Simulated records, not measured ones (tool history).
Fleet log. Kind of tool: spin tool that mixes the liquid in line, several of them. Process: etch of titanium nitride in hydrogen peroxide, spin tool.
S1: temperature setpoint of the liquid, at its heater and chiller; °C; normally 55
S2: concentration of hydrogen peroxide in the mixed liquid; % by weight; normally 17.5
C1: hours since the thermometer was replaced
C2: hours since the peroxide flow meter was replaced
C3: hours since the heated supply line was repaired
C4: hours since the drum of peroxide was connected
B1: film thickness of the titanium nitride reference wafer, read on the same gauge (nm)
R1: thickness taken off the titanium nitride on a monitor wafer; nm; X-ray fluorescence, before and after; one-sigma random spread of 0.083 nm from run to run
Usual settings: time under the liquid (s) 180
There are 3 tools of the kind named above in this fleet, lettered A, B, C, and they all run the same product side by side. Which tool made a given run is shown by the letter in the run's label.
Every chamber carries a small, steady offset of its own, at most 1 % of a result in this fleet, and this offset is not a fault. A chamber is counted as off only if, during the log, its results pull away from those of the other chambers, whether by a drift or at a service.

Run 1A, hour 12.8: usual settings; C1 591.1; C2 84.4; C3 2904.1; C4 91.3; B1 109.99. Result: R1 9.4241 nm.
Run 2B, hour 26.3: usual settings; C1 1094.3; C2 683.5; C3 100.5; C4 410.5; B1 109.99. Result: R1 9.2854 nm.
At hour 30.5: chamber B: thermometer replaced.
Run 3C, hour 36.2: usual settings; C1 765.1; C2 2142.7; C3 1345; C4 633.8; B1 110. Result: R1 9.3909 nm.
Run 4A, hour 49.8: usual settings; C1 628.1; C2 121.4; C3 2941.1; C4 128.3; B1 109.99. Result: R1 9.3264 nm.
Run 5C, hour 63.7: usual settings; C1 792.6; C2 2170.2; C3 1372.5; C4 661.3; B1 109.98. Result: R1 9.4829 nm.
Run 6B, hour 75.7: usual settings; C1 45.2; C2 732.9; C3 149.9; C4 459.9; B1 110. Result: R1 9.5216 nm.
Run 7A, hour 83.9: usual settings; C1 662.2; C2 155.5; C3 2975.2; C4 162.4; B1 110.02. Result: R1 9.5542 nm.
Run 8B, hour 94.1: usual settings; C1 63.6; C2 751.3; C3 168.3; C4 478.3; B1 109.98. Result: R1 9.4061 nm.
Run 9C, hour 105.5: usual settings; C1 834.4; C2 2212; C3 1414.3; C4 703.1; B1 109.97. Result: R1 9.5438 nm.
Run 10A, hour 118.9: usual settings; C1 697.2; C2 190.5; C3 3010.2; C4 197.4; B1 110. Result: R1 9.5919 nm.
Run 11C, hour 131.4: usual settings; C1 860.3; C2 2237.9; C3 1440.2; C4 729; B1 109.98. Result: R1 9.4409 nm.
Run 12B, hour 143.3: usual settings; C1 112.8; C2 800.5; C3 217.5; C4 527.5; B1 109.98. Result: R1 9.4605 nm.
Run 13B, hour 154: usual settings; C1 123.5; C2 811.2; C3 228.2; C4 538.2; B1 110.02. Result: R1 9.4278 nm.
Run 14A, hour 162.4: usual settings; C1 740.7; C2 234; C3 3053.7; C4 240.9; B1 109.99. Result: R1 9.3246 nm.
Run 15C, hour 174.8: usual settings; C1 903.7; C2 2281.3; C3 1483.6; C4 772.4; B1 110. Result: R1 9.3867 nm.
Run 16A, hour 183.9: usual settings; C1 762.2; C2 255.5; C3 3075.2; C4 262.4; B1 109.98. Result: R1 9.5694 nm.
Run 17C, hour 194.6: usual settings; C1 923.5; C2 2301.1; C3 1503.4; C4 792.2; B1 109.99. Result: R1 9.1983 nm.
Run 18B, hour 206.9: usual settings; C1 176.4; C2 864.1; C3 281.1; C4 591.1; B1 109.99. Result: R1 9.3942 nm.
Run 19A, hour 217.5: usual settings; C1 795.8; C2 289.1; C3 3108.8; C4 296; B1 110.02. Result: R1 9.4078 nm.
Run 20B, hour 223.8: usual settings; C1 193.3; C2 881; C3 298; C4 608; B1 110.01. Result: R1 9.4606 nm.
Run 21C, hour 237.4: usual settings; C1 966.3; C2 2343.9; C3 1546.2; C4 835; B1 110. Result: R1 9.1744 nm.
Run 22B, hour 250.4: usual settings; C1 219.9; C2 907.6; C3 324.6; C4 634.6; B1 109.99. Result: R1 9.366 nm.
At hour 250.9: chamber C: new drum of peroxide connected.
Run 23A, hour 257.8: usual settings; C1 836.1; C2 329.4; C3 3149.1; C4 336.3; B1 110. Result: R1 9.6367 nm.
Run 24C, hour 264.9: usual settings; C1 993.8; C2 2371.4; C3 1573.7; C4 14; B1 109.99. Result: R1 9.0532 nm.
Run 25A, hour 275.3: usual settings; C1 853.6; C2 346.9; C3 3166.6; C4 353.8; B1 109.98. Result: R1 9.5247 nm.
Run 26C, hour 287.2: usual settings but S1 64 °C, S2 13 % by weight; C1 1016.1; C2 2393.7; C3 1596; C4 36.3; B1 110.02. Result: R1 15.385 nm.
At hour 292.2: chamber C: peroxide flow meter replaced.
Run 27B, hour 298.2: usual settings but S1 64 °C, S2 13 % by weight; C1 267.7; C2 955.4; C3 372.4; C4 682.4; B1 110.01. Result: R1 16.551 nm.
Run 28C, hour 310.7: usual settings but S1 64 °C, S2 13 % by weight; C1 1039.6; C2 18.6; C3 1619.5; C4 59.8; B1 109.99. Result: R1 15.546 nm.
Run 29B, hour 321.9: usual settings; C1 291.4; C2 979.1; C3 396.1; C4 706.1; B1 110.01. Result: R1 9.4714 nm.
Run 30A, hour 328.4: usual settings but time under the liquid (s) 110; C1 906.7; C2 400; C3 3219.7; C4 406.9; B1 109.99. Result: R1 5.7178 nm.
Run 31B, hour 340.3: usual settings but time under the liquid (s) 110; C1 309.8; C2 997.5; C3 414.5; C4 724.5; B1 109.99. Result: R1 5.7228 nm.
Run 32A, hour 353.7: usual settings but time under the liquid (s) 110; C1 932; C2 425.3; C3 3245; C4 432.2; B1 110.01. Result: R1 5.7599 nm.
Run 33C, hour 364.6: usual settings; C1 1093.5; C2 72.5; C3 1673.4; C4 113.7; B1 110. Result: R1 8.806 nm.
Run 34A, hour 378.4: usual settings; C1 956.7; C2 450; C3 3269.7; C4 456.9; B1 110.01. Result: R1 9.3487 nm.
Run 35B, hour 390.5: usual settings; C1 360; C2 1047.7; C3 464.7; C4 774.7; B1 110.01. Result: R1 9.3878 nm.
At hour 397.7: chamber B: new drum of peroxide connected.
Run 36C, hour 398: usual settings; C1 1126.9; C2 105.9; C3 1706.8; C4 147.1; B1 109.97. Result: R1 8.7183 nm.
Run 37C, hour 410.4: usual settings; C1 1139.3; C2 118.3; C3 1719.2; C4 159.5; B1 110.02. Result: R1 8.6891 nm.
Run 38B, hour 422.4: usual settings; C1 391.9; C2 1079.6; C3 496.6; C4 24.7; B1 109.98. Result: R1 9.6252 nm.
Run 39A, hour 436: usual settings; C1 1014.3; C2 507.6; C3 3327.3; C4 514.5; B1 110.01. Result: R1 9.5236 nm.
Run 40B, hour 444.8: usual settings; C1 414.3; C2 1102; C3 519; C4 47.1; B1 110. Result: R1 9.4499 nm.

Next, every chamber runs the same settings. What will each give?
Run 41A, hour 455.1: usual settings but time under the liquid (s) 250. Result: R1 ?.
Run 41B, hour 455.1: usual settings but time under the liquid (s) 250. Result: R1 ?.
Run 41C, hour 455.1: usual settings but time under the liquid (s) 250. Result: R1 ?.

run      R1
41A   12.97
41B  13.177
41C  11.858

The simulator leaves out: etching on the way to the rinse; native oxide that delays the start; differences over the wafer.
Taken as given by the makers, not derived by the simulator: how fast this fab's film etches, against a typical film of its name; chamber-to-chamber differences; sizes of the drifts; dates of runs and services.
